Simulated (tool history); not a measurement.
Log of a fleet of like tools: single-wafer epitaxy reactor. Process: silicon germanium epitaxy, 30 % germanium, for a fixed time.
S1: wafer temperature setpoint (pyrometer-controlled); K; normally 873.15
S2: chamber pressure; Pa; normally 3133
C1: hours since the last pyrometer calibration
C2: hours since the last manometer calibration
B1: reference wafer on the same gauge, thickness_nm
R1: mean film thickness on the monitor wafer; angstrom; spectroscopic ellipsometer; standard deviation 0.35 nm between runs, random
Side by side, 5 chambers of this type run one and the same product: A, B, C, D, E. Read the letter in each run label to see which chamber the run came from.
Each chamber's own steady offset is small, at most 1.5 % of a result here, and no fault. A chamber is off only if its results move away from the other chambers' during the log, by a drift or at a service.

run,day,S1,S2,C1,C2,B1,R1
1E,0.15,873.15,3133,2011.4,1343.5,51.086,625.83
2B,0.367,873.15,3133,362.8,298.1,51.063,616.19
3D,0.562,873.15,3133,788.7,1660.2,51.143,632.57
4A,0.679,873.15,3133,85.6,183,51.116,622.8
5C,0.858,873.15,3133,998.7,1733.8,51.084,631.66
6A,0.954,873.15,3133,92.2,189.6,51.106,627.31
7D,1.1,873.15,3133,801.6,1673.1,51.17,626.64
8B,1.221,873.15,3133,383.3,318.6,51.042,622.89
9E,1.333,873.15,3133,2039.8,1371.9,51.092,622.84
10C,1.55,873.15,3133,1015.3,1750.4,51.081,628.46
11B,1.7,859.15,2773,394.8,330.1,51.114,452.73
12E,1.796,859.15,2773,2050.9,1383,51.116,463.97
13C,1.938,859.15,2773,1024.6,1759.7,51.132,464.47
# day 1.962: chamber E: pyrometer calibrated
14D,2.133,859.15,2773,826.4,1697.9,51.119,465.79
15A,2.25,859.15,2773,123.3,220.7,51.112,459.15
16E,2.467,873.15,3133,12.2,1399.1,51.111,652.6
17D,2.629,868.15,3706,838.3,1709.8,51.013,612.99
18B,2.733,868.15,3706,419.6,354.9,51.156,603.84
19A,2.829,868.15,3706,137.2,234.6,51.089,616.55
20C,3.046,868.15,3706,1051.2,1786.3,51.145,615.57
21D,3.154,868.15,3706,850.9,1722.4,51.049,609.95
22E,3.321,869.15,3133,32.7,1419.6,51.024,608.95
23C,3.508,869.15,3133,1062.3,1797.4,51.141,591.35
24B,3.658,869.15,3133,441.8,377.1,51.139,582.29
25A,3.758,869.15,3133,159.5,256.9,51.145,582.05
26D,3.958,869.15,3133,870.2,1741.7,51.036,585.6
27E,4.158,873.15,3133,52.8,1439.7,51.071,651.96
28C,4.262,873.15,3133,1080.4,1815.5,51.097,634.54
29B,4.475,873.15,3133,461.4,396.7,51.123,625.9
30A,4.65,873.15,3133,180.9,278.3,51.057,623.4
31B,4.754,873.15,3133,468.1,403.4,51.098,619.22

Next, all 5 chambers run the settings below, one line each with question marks for the results. What does each chamber give?
32A,4.908,873.15,3133,,,,?
32B,4.908,873.15,3133,,,,?
32C,4.908,873.15,3133,,,,?
32D,4.908,873.15,3133,,,,?
32E,4.908,873.15,3133,,,,?

run,R1
32A,630.6
32B,623.86
32C,638.23
32D,634.87
32E,655.28

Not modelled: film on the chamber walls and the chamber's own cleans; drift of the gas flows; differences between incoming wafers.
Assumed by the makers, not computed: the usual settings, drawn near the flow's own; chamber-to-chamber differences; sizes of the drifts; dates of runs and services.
